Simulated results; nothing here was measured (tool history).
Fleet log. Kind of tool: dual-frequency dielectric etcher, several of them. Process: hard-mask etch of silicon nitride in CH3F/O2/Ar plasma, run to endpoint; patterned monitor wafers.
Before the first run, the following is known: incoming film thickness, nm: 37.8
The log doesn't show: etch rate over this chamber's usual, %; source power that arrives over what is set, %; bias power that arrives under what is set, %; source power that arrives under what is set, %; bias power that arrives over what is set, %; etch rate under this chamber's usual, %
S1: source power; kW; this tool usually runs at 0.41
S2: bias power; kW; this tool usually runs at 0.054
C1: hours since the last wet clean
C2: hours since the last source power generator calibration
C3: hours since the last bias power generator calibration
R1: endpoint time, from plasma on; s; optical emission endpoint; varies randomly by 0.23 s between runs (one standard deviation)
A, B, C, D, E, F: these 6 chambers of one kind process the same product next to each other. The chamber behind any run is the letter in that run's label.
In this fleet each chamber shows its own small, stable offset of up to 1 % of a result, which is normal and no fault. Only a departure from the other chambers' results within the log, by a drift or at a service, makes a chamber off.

| run | hour | S1 | S2 | C1 | C2 | C3 | R1 |
|---|---|---|---|---|---|---|---|
| 1A | 8.5 | 0.41 | 0.054 | 298.2 | 733.4 | 778.4 | 59.019 |
| 2B | 14.1 | 0.41 | 0.054 | 161 | 796.7 | 837.5 | 60.044 |
| 3C | 21 | 0.41 | 0.054 | 122 | 1777.6 | 1959 | 59.8 |
|  | 24.2 | chamber F: wet clean of the chamber |
| 4F | 29.9 | 0.41 | 0.054 | 5.7 | 2897.8 | 1118.8 | 59.889 |
| 5D | 41.2 | 0.41 | 0.054 | 237.4 | 1053.8 | 1710.7 | 59.42 |
| 6E | 50.9 | 0.41 | 0.054 | 127.3 | 352.5 | 1254.7 | 59.992 |
| 7E | 57.4 | 0.41 | 0.054 | 133.8 | 359 | 1261.2 | 59.945 |
| 8C | 65.6 | 0.41 | 0.054 | 166.6 | 1822.2 | 2003.6 | 60.066 |
| 9F | 74.8 | 0.41 | 0.054 | 50.6 | 2942.7 | 1163.7 | 59.585 |
| 10D | 86 | 0.41 | 0.054 | 282.2 | 1098.6 | 1755.5 | 59.172 |
| 11A | 93.5 | 0.41 | 0.054 | 383.2 | 818.4 | 863.4 | 59.088 |
| 12B | 99.9 | 0.41 | 0.044 | 246.8 | 882.5 | 923.3 | 63.459 |
| 13B | 109.2 | 0.41 | 0.044 | 256.1 | 891.8 | 932.6 | 63.735 |
| 14E | 121 | 0.41 | 0.044 | 197.4 | 422.6 | 1324.8 | 63.496 |
| 15C | 130.8 | 0.41 | 0.044 | 231.8 | 1887.4 | 2068.8 | 63.658 |
| 16A | 143.6 | 0.41 | 0.044 | 433.3 | 868.5 | 913.5 | 62.639 |
| 17D | 153.9 | 0.41 | 0.044 | 350.1 | 1166.5 | 1823.4 | 62.927 |
| 18F | 160 | 0.36 | 0.065 | 135.8 | 3027.9 | 1248.9 | 59.007 |
| 19C | 168.3 | 0.36 | 0.065 | 269.3 | 1924.9 | 2106.3 | 59.554 |
| 20F | 179.5 | 0.36 | 0.065 | 155.3 | 3047.4 | 1268.4 | 59.103 |
| 21D | 188.5 | 0.36 | 0.065 | 384.7 | 1201.1 | 1858 | 58.673 |
|  | 192.5 | chamber F: source power generator calibrated |
| 22B | 196.1 | 0.36 | 0.065 | 343 | 978.7 | 1019.5 | 58.816 |
| 23E | 202 | 0.36 | 0.065 | 278.4 | 503.6 | 1405.8 | 59.121 |
| 24A | 209.1 | 0.41 | 0.054 | 498.8 | 934 | 979 | 58.539 |
| 25B | 219.8 | 0.46 | 0.041 | 366.7 | 1002.4 | 1043.2 | 62.325 |
| 26E | 230 | 0.46 | 0.041 | 306.4 | 531.6 | 1433.8 | 62.255 |
| 27C | 236.9 | 0.46 | 0.041 | 337.9 | 1993.5 | 2174.9 | 62.36 |
| 28F | 248 | 0.46 | 0.041 | 223.8 | 55.6 | 1336.9 | 62.098 |
| 29A | 256.8 | 0.46 | 0.041 | 546.5 | 981.7 | 1026.7 | 60.401 |
| 30D | 262.8 | 0.46 | 0.041 | 459 | 1275.4 | 1932.3 | 61.782 |
|  | 264.1 | chamber D: wet clean of the chamber |
| 31B | 270.7 | 0.41 | 0.054 | 417.6 | 1053.3 | 1094.1 | 59.711 |
| 32A | 283.4 | 0.41 | 0.054 | 573.1 | 1008.3 | 1053.3 | 58.194 |
| 33F | 290.2 | 0.48 | 0.054 | 266 | 97.8 | 1379.1 | 56.277 |
| 34D | 297.3 | 0.48 | 0.054 | 33.2 | 1309.9 | 1966.8 | 55.878 |
| 35E | 308.6 | 0.48 | 0.054 | 385 | 610.2 | 1512.4 | 56.071 |
| 36C | 320.6 | 0.48 | 0.054 | 421.6 | 2077.2 | 2258.6 | 56.193 |

Read the log: is a single chamber off, either drifting away or since a service, is the gauge that measures every chamber drifting, or is nothing wrong beyond small per-chamber offsets? Name any odd chamber and what most likely caused it.

It is chamber A that slowly wanders off from its peers.
Likeliest cause: etch rate over this chamber's usual, % = 2.65.

Below are 4 candidate recipes for chamber A's next run, each the usual settings with a change, their results shown as question marks. Which of them brings A's results back in line with what the other chambers give on the usual settings?
Allowed miss from the other chambers' usual-settings mean, per result, to count as in line: R1 0.8 s
| 37A-1 | 329.8 | 0.37 | 0.05 |  |  |  | ? |
| 37A-2 | 329.8 | 0.41 | 0.049 |  |  |  | ? |
| 37A-3 | 329.8 | 0.48 | 0.054 |  |  |  | ? |
| 37A-4 | 329.8 | 0.43 | 0.056 |  |  |  | ? |

The other chambers' mean on the usual settings: R1 59.698 s
| run | R1 |
|---|---|
| 37A-1 | 61.869 |
| 37A-2 | 59.831 |
| 37A-3 | 54.564 |
| 37A-4 | 56.277 |
The right change is 37A-2: it brings the chamber back within the allowed miss of the others.
